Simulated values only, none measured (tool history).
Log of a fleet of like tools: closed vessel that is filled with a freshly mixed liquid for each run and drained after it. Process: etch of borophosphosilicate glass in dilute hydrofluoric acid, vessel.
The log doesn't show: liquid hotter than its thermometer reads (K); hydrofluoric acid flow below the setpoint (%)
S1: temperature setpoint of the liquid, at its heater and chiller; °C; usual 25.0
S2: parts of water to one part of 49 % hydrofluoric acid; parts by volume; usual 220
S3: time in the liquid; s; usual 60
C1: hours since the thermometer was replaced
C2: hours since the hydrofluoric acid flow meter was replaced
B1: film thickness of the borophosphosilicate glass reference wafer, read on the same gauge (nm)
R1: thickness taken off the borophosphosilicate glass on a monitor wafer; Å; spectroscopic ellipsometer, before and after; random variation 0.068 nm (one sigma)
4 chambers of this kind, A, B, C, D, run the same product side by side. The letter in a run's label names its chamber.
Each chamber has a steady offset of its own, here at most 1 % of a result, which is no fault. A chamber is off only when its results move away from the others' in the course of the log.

run  hour    S1   S2  S3      C1      C2       B1       R1
 1A   3.5  25.0  220  60   950.0  1830.3  100.040  110.620
 2C   6.3  25.0  220  60  1545.1   577.0  100.020  112.970
 3D   9.3  25.0  220  60  1069.1  1946.7  100.010  110.600
 4B  13.8  25.0  220  60  1737.7   381.7   99.952  108.930
 5B  15.8  25.0  220  60  1739.7   383.7  100.010  110.400
 6D  19.2  25.0  220  60  1079.0  1956.6   99.957  111.110
 7A  23.3  25.0  220  60   969.8  1850.1   99.982  109.590
 8C  27.3  28.5  305  60  1566.1   598.0  100.020   82.794
 9B  29.4  28.5  305  60  1753.3   397.3  100.000   82.350
10D  34.0  28.5  305  60  1093.8  1971.4  100.010   82.464
11C  36.4  28.5  305  60  1575.2   607.1   99.977   82.450
12A  40.8  25.0  220  60   987.3  1867.6  100.020  111.030
13D  43.7  25.0  220  60  1103.5  1981.1   99.986  111.610
14C  48.2  25.0  220  60  1587.0   618.9  100.040  111.140
15B  50.5  25.0  220  60  1774.4   418.4   99.982  110.290
16A  53.3  25.0  220  60   999.8  1880.1   99.976  110.580
17C  55.5  25.0  220  60  1594.3   626.2  100.010  108.730
18A  59.8  23.5  155  60  1006.3  1886.6  100.040  160.210
19B  61.9  23.5  155  60  1785.8   429.8   99.998  157.240
20D  65.8  23.5  155  60  1125.6  2003.2   99.990  161.770
21A  68.3  23.5  155  60  1014.8  1895.1   99.981  161.310
22B  71.1  25.0  220  60  1795.0   439.0  100.000  109.360
23D  74.1  25.0  220  60  1133.9  2011.5   99.962  112.350
24C  77.3  25.0  220  60  1616.1   648.0  100.040  108.090
25B  80.9  25.0  220  60  1804.8   448.8  100.010  109.370
26D  83.3  25.0  220  60  1143.1  2020.7  100.000  112.570
27A  86.0  25.0  220  60  1032.5  1912.8  100.000  110.010
28C  88.8  25.0  220  60  1627.6   659.5   99.959  108.340
29B  91.2  25.0  220  60  1815.1   459.1   99.981  110.110
30D  95.0  25.0  220  45  1154.8  2032.4   99.992   84.032

Next, every chamber runs the same settings. What will each give?
31A  98.3  25.0  135  60               ?
31B  98.3  25.0  135  60               ?
31C  98.3  25.0  135  60               ?
31D  98.3  25.0  135  60               ?

run       R1
31A  198.490
31B  195.110
31C  192.720
31D  201.170
